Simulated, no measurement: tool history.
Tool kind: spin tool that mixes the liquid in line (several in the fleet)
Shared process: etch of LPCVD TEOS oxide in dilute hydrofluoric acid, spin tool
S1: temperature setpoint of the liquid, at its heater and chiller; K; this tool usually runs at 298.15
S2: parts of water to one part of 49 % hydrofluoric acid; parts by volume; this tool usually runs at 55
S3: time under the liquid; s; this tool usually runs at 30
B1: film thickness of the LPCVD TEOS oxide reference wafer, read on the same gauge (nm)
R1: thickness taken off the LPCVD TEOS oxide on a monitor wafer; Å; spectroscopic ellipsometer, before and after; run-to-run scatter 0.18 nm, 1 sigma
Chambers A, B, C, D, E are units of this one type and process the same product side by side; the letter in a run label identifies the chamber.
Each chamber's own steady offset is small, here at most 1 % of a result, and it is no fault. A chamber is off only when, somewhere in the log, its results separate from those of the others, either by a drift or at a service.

Run 1D, hour 2.9: usual settings; B1 100.01. Result: R1 228.07 Å.
Run 2E, hour 6.4: usual settings; B1 100.01. Result: R1 226.6 Å.
Run 3A, hour 10.7: usual settings; B1 99.987. Result: R1 223.56 Å.
Run 4B, hour 13.3: usual settings; B1 100. Result: R1 220.46 Å.
Run 5C, hour 16.7: usual settings; B1 100. Result: R1 219.93 Å.
Run 6A, hour 19: usual settings; B1 99.978. Result: R1 223.62 Å.
Run 7B, hour 22.6: usual settings; B1 100.01. Result: R1 225.01 Å.
Run 8C, hour 26.3: usual settings; B1 99.988. Result: R1 224.68 Å.
Run 9E, hour 28.8: usual settings but S2 75 parts by volume; B1 100. Result: R1 159.61 Å.
Run 10D, hour 32.3: usual settings but S2 75 parts by volume; B1 99.992. Result: R1 162.5 Å.
Run 11A, hour 35.8: usual settings but S2 75 parts by volume; B1 100. Result: R1 160.46 Å.
Run 12C, hour 38.9: usual settings but S2 75 parts by volume; B1 99.972. Result: R1 158.44 Å.
Run 13E, hour 42.9: usual settings but S2 75 parts by volume; B1 100. Result: R1 161.31 Å.
Run 14D, hour 46.2: usual settings but S2 80 parts by volume, S3 45 s; B1 99.978. Result: R1 225.13 Å.
Run 15B, hour 49.1: usual settings but S2 80 parts by volume, S3 45 s; B1 99.977. Result: R1 224 Å.
Run 16D, hour 52.2: usual settings but S2 80 parts by volume, S3 45 s; B1 99.993. Result: R1 226.56 Å.
Run 17C, hour 54.2: usual settings but S2 80 parts by volume, S3 45 s; B1 99.999. Result: R1 223.1 Å.
Run 18B, hour 56.5: usual settings but S2 80 parts by volume, S3 45 s; B1 100.01. Result: R1 221.21 Å.
Run 19E, hour 59: usual settings; B1 100.01. Result: R1 227.37 Å.
Run 20A, hour 61.7: usual settings; B1 100. Result: R1 221.64 Å.
Run 21C, hour 64.6: usual settings; B1 100. Result: R1 223.16 Å.
Run 22E, hour 67.5: usual settings; B1 100. Result: R1 231.17 Å.
Run 23A, hour 71.2: usual settings; B1 100.01. Result: R1 219.75 Å.
Run 24B, hour 73.8: usual settings; B1 100.01. Result: R1 221.82 Å.
Run 25D, hour 76.6: usual settings; B1 100.01. Result: R1 226.87 Å.
Run 26A, hour 80.7: usual settings; B1 100.02. Result: R1 224.99 Å.
Run 27E, hour 85.5: usual settings; B1 99.982. Result: R1 235.3 Å.
Run 28B, hour 87.7: usual settings but S1 301.15 K, S3 50 s; B1 100.01. Result: R1 421.29 Å.
Run 29C, hour 90.3: usual settings but S1 301.15 K, S3 50 s; B1 100.01. Result: R1 418.73 Å.
Run 30D, hour 94.7: usual settings but S1 301.15 K, S3 50 s; B1 100.02. Result: R1 430.83 Å.
Run 31C, hour 98.2: usual settings but S1 301.15 K, S3 50 s; B1 100.01. Result: R1 422.85 Å.
Run 32E, hour 102: usual settings but S1 301.15 K, S3 50 s; B1 99.973. Result: R1 449.94 Å.
Run 33D, hour 105: usual settings; B1 99.999. Result: R1 224.5 Å.
Run 34B, hour 109.2: usual settings; B1 100.02. Result: R1 225.06 Å.
Run 35A, hour 111.6: usual settings but S2 70 parts by volume; B1 99.995. Result: R1 171.9 Å.
Run 36E, hour 113.7: usual settings but S2 70 parts by volume; B1 99.996. Result: R1 184.67 Å.
Run 37C, hour 116.2: usual settings but S2 70 parts by volume; B1 100.01. Result: R1 171 Å.
Run 38A, hour 120.2: usual settings but S2 70 parts by volume; B1 99.983. Result: R1 171.22 Å.

Does one chamber stand apart from the rest, does the shared gauge drift, or is all well apart from small per-chamber offsets? Give the chamber and the most likely cause, where there is one.

Chamber E drifts away from the others.
Likeliest cause: liquid hotter than its thermometer reads (K) = 1.91.
The log might look much the same if the cause were instead: hydrofluoric acid flow above the setpoint (%).

Chamber E could run next with any of the 4 candidate recipes listed below; each alters the usual settings, and their results appear as question marks. Which one brings its results back in line with what the other chambers deliver on the usual settings?
To be in line, a result may differ from the other chambers' mean on the usual settings by at most: R1 6.4 Å
Run 39E-1, hour 123.6: usual settings but S1 297.15 K. Result: R1 ?.
Run 39E-2, hour 123.6: usual settings but S1 299.15 K. Result: R1 ?.
Run 39E-3, hour 123.6: usual settings but S2 60 parts by volume. Result: R1 ?.
Run 39E-4, hour 123.6: usual settings but S1 300.15 K. Result: R1 ?.

What the other chambers average on the usual settings: R1 223.95 Å
  run      R1
39E-1  232.41
39E-2  252.09
39E-3  220.49
39E-4  262.36
It is 39E-3 that realigns the chamber with its peers.
